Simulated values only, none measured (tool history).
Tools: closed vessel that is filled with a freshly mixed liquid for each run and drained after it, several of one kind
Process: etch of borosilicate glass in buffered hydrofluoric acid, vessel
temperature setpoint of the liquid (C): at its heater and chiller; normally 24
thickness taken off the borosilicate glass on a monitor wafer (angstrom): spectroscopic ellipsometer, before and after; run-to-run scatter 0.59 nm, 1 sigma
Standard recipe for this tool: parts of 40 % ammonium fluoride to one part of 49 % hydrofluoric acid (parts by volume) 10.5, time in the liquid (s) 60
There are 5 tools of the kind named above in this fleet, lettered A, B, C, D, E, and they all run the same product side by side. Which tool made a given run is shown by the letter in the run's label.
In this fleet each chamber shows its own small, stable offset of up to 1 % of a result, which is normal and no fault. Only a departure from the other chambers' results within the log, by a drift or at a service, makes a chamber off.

| run | hour | temperature setpoint of the liquid (C) | parts of 40 % ammonium fluoride to one part of 49 % hydrofluoric acid (parts by volume) | time in the liquid (s) | hours since the thermometer was replaced | hours since the hydrofluoric acid flow meter was replaced | read-back film thickness of the borosilicate glass reference wafer, read on the same gauge (nm) | thickness taken off the borosilicate glass on a monitor wafer (angstrom) |
|---|---|---|---|---|---|---|---|---|
| 1C | 14.9 | 24 | 10.5 | 60 | 2204.7 | 1495.5 | 99.996 | 718.93 |
| 2B | 25.9 | 24 | 10.5 | 60 | 2218.8 | 197.3 | 100.06 | 711.03 |
| 3D | 38.5 | 24 | 10.5 | 60 | 498.9 | 415.7 | 100.04 | 701.45 |
| 4A | 48.9 | 24 | 10.5 | 60 | 352 | 919.5 | 99.985 | 718.12 |
| 5E | 58.8 | 24 | 10.5 | 75 | 532.6 | 346.2 | 100.03 | 869.99 |
| 6C | 70.2 | 24 | 10.5 | 75 | 2260 | 1550.8 | 100.01 | 893.75 |
|  | 77.7 | chamber D: hydrofluoric acid flow meter replaced |
| 7D | 81.3 | 24 | 10.5 | 75 | 541.7 | 3.7 | 100.02 | 872.97 |
| 8A | 91.8 | 24 | 10.5 | 75 | 394.9 | 962.4 | 100.02 | 890.09 |
|  | 95.7 | chamber E: hydrofluoric acid flow meter replaced |
| 9B | 101.8 | 24 | 10.5 | 75 | 2294.7 | 273.2 | 100.02 | 884.07 |
| 10E | 114.8 | 24 | 10.5 | 45 | 588.6 | 19.2 | 99.924 | 527.82 |
| 11C | 122.6 | 24 | 10.5 | 45 | 2312.4 | 1603.2 | 100.02 | 535.02 |
|  | 126.3 | chamber B: thermometer replaced |
| 12B | 133.7 | 24 | 10.5 | 45 | 7.5 | 305.1 | 99.975 | 537.3 |
| 13D | 142.7 | 24 | 10.5 | 45 | 603.1 | 65.1 | 99.983 | 536.26 |
| 14A | 156 | 24 | 10.5 | 45 | 459.1 | 1026.6 | 99.979 | 534.18 |
| 15E | 163.6 | 24 | 10.5 | 60 | 637.4 | 68 | 99.985 | 709.78 |
| 16A | 176.3 | 24 | 10.5 | 60 | 479.4 | 1046.9 | 100.04 | 709.51 |
| 17B | 186.1 | 24 | 10.5 | 60 | 59.9 | 357.5 | 100.04 | 706.38 |
| 18C | 193.8 | 24 | 7 | 60 | 2383.6 | 1674.4 | 100 | 1056.6 |
| 19E | 208.6 | 24 | 7 | 60 | 682.4 | 113 | 99.987 | 1032.8 |
| 20D | 221.3 | 24 | 7 | 60 | 681.7 | 143.7 | 99.961 | 1058.9 |
| 21A | 230.5 | 24 | 7 | 60 | 533.6 | 1101.1 | 99.987 | 1060.3 |
| 22B | 243.1 | 24 | 7 | 60 | 116.9 | 414.5 | 99.992 | 1070.2 |
| 23E | 256 | 20 | 10.5 | 90 | 729.8 | 160.4 | 100 | 844.59 |
| 24C | 271 | 20 | 10.5 | 90 | 2460.8 | 1751.6 | 100.01 | 830.52 |
| 25D | 282.1 | 20 | 10.5 | 90 | 742.5 | 204.5 | 100 | 867.36 |
|  | 290.3 | chamber B: hydrofluoric acid flow meter replaced |
| 26C | 291.9 | 20 | 10.5 | 90 | 2481.7 | 1772.5 | 99.952 | 823.29 |
| 27D | 301.5 | 20 | 10.5 | 90 | 761.9 | 223.9 | 100.04 | 864.42 |
| 28A | 310.8 | 24 | 10.5 | 60 | 613.9 | 1181.4 | 100.05 | 714.92 |
| 29B | 323 | 24 | 10.5 | 60 | 196.8 | 32.7 | 99.988 | 706.58 |
| 30E | 335.5 | 24 | 10.5 | 60 | 809.3 | 239.9 | 100.05 | 706.56 |
|  | 337.8 | chamber D: thermometer replaced |
| 31A | 343.7 | 24 | 10.5 | 60 | 646.8 | 1214.3 | 100.01 | 717.12 |
|  | 349.6 | chamber C: thermometer replaced |
| 32D | 355.5 | 24 | 10.5 | 60 | 17.8 | 277.9 | 100.04 | 706.48 |
| 33C | 362.6 | 24 | 10.5 | 60 | 13 | 1843.2 | 100.06 | 664.3 |
| 34B | 375.9 | 24 | 10.5 | 60 | 249.7 | 85.6 | 99.998 | 708.53 |
| 35E | 387.5 | 24 | 10.5 | 60 | 861.3 | 291.9 | 100 | 702.07 |
| 36A | 397.1 | 24 | 10.5 | 60 | 700.2 | 1267.7 | 99.987 | 707.55 |
| 37C | 405.2 | 24 | 10.5 | 60 | 55.6 | 1885.8 | 100.04 | 652.71 |
| 38D | 413.4 | 24 | 10.5 | 60 | 75.7 | 335.8 | 99.982 | 717.07 |
| 39B | 424.9 | 24 | 10.5 | 60 | 298.7 | 134.6 | 99.958 | 717.29 |
| 40E | 435.6 | 24 | 10.5 | 60 | 909.4 | 340 | 99.933 | 707.17 |
| 41A | 446.3 | 24 | 10.5 | 60 | 749.4 | 1316.9 | 100.02 | 711.66 |
| 42B | 454.4 | 24 | 10.5 | 60 | 328.2 | 164.1 | 100.04 | 717.08 |

Read the log: is a single chamber off, either drifting away or since a service, is the gauge that measures every chamber drifting, or is nothing wrong beyond small per-chamber offsets? Name any odd chamber and what most likely caused it.

It is chamber C that slowly wanders off from its peers.
Most likely cause: hydrofluoric acid flow below the setpoint (%) = 10.8.

Here are 4 candidates for chamber C's next run, each the usual settings with a change, their results left as question marks. Which one brings its results back in line with what the others give on the usual settings?
Counts as in line when no further than this from what the other chambers average on the usual settings: thickness taken off the borosilicate glass on a monitor wafer (angstrom) 21
| 43C-1 | 465.2 | 23.5 | 11.5 | 60 |  |  |  | ? |
| 43C-2 | 465.2 | 22.5 | 12.5 | 60 |  |  |  | ? |
| 43C-3 | 465.2 | 26 | 10.5 | 60 |  |  |  | ? |
| 43C-4 | 465.2 | 24 | 9.5 | 70 |  |  |  | ? |

Mean of the other chambers on the usual settings: thickness taken off the borosilicate glass on a monitor wafer (angstrom) 711.74
| run | thickness taken off the borosilicate glass on a monitor wafer (angstrom) |
|---|---|
| 43C-1 | 568.42 |
| 43C-2 | 495.69 |
| 43C-3 | 709.97 |
| 43C-4 | 824.56 |
It is 43C-3 that realigns the chamber with its peers.
